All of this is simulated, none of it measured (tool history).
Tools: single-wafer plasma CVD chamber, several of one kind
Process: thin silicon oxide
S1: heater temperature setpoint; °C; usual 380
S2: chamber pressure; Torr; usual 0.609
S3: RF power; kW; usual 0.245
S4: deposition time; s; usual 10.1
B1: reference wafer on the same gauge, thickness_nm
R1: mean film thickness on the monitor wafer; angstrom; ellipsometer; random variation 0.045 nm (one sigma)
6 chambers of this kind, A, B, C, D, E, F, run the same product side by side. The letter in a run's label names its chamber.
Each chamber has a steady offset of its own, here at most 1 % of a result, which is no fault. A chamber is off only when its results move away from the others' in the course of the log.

run   hour   S1     S2     S3    S4      B1      R1
 1A   12.4  380  0.609  0.245  10.1  14.504  129.92
 2B   20.1  380  0.609  0.245  10.1  14.503  130.62
 3E   36.3  380  0.609  0.245  10.1  14.505  128.51
 4F   47.3  380  0.609  0.245  10.1  14.498  129.52
 5C   55.5  380  0.609  0.245  10.1  14.497  131.42
 6D     64  380  0.609  0.245  10.1  14.492  128.42
      67.6  -- chamber C: capacitance manometer re-zeroed and calibrated
 7D   72.9  380  0.609  0.245  10.1  14.506  128.25
 8E   82.3  380  0.609  0.245  10.1  14.502  128.37
      87.9  -- chamber E: RF generator calibrated
 9C   97.3  380  0.609  0.245  10.1  14.492  131.46
10B  109.1  380  0.609  0.245  10.1  14.492  129.41
11F  120.7  380  0.746  0.245  11.2   14.51  177.87
12A    130  380  0.746  0.245  11.2  14.494  178.39
13D    140  380  0.746  0.245  11.2  14.497  176.52
14B  156.1  380  0.746  0.245  11.2  14.502  179.07
15C  170.5  380  0.746  0.245  11.2  14.497  180.45
16E  179.2  380  0.746  0.245  11.2  14.493  177.39
17A  188.2  380  0.609  0.245  10.1  14.494  130.13
18F  199.7  380  0.609  0.245  10.1  14.503  130.04
19B  211.8  380  0.609  0.245  10.1  14.486  130.16
20F  221.7  380  0.609  0.245  10.1  14.489  129.88
21A  230.2  380  0.609  0.245  10.1  14.507  130.33
     240.3  -- chamber B: capacitance manometer re-zeroed and calibrated
22E  241.7  380  0.609  0.245  10.1   14.51  128.34
23D  256.2  380  0.609  0.245  10.1  14.495  127.01
24C  267.4  380  0.609  0.205  10.1  14.506  120.63
25E  283.5  380  0.609  0.205  10.1  14.503  118.15
26B  292.4  380  0.609  0.205  10.1  14.509  118.62
27C  305.9  380  0.609  0.205  10.1  14.504  120.02
28F    315  380  0.609  0.205  10.1  14.502  118.47
29D  327.1  380  0.609  0.205  10.1  14.516  116.03
     331.4  -- chamber E: capacitance manometer re-zeroed and calibrated
     334.9  -- chamber C: RF generator calibrated
30A  336.8  380  0.609  0.245  10.1  14.507  129.82
31B  348.2  374  0.609  0.245  11.7  14.495  150.75
     359.5  -- chamber A: capacitance manometer re-zeroed and calibrated
32F  364.2  374  0.609  0.245  11.7  14.501  149.51
33E  378.5  374  0.609  0.245  11.7  14.503  149.61
34D  388.9  374  0.609  0.245  11.7  14.498  145.66
35C  397.1  374  0.609  0.245  11.7  14.488  152.07
     401.1  -- chamber F: thermocouple changed; heater temperature recalibrated
36A  405.8  374  0.609  0.245  11.7  14.498   151.3
37B  415.3  380  0.609  0.245  10.1  14.496  130.03
38C  428.4  380  0.609  0.245  10.1  14.497  131.51
39A  439.1  380  0.609  0.245  10.1  14.504  129.09
40F  452.8  380  0.609  0.245  10.1  14.505  129.45
41E  462.4  380  0.609  0.245  10.1  14.495  128.27

Next, every chamber runs the same settings. What will each give?
42A   474  391  0.609  0.245  10.1       ?
42B   474  391  0.609  0.245  10.1       ?
42C   474  391  0.609  0.245  10.1       ?
42D   474  391  0.609  0.245  10.1       ?
42E   474  391  0.609  0.245  10.1       ?
42F   474  391  0.609  0.245  10.1       ?

run      R1
42A  128.84
42B  129.72
42C  130.08
42D  123.26
42E  127.91
42F  128.55
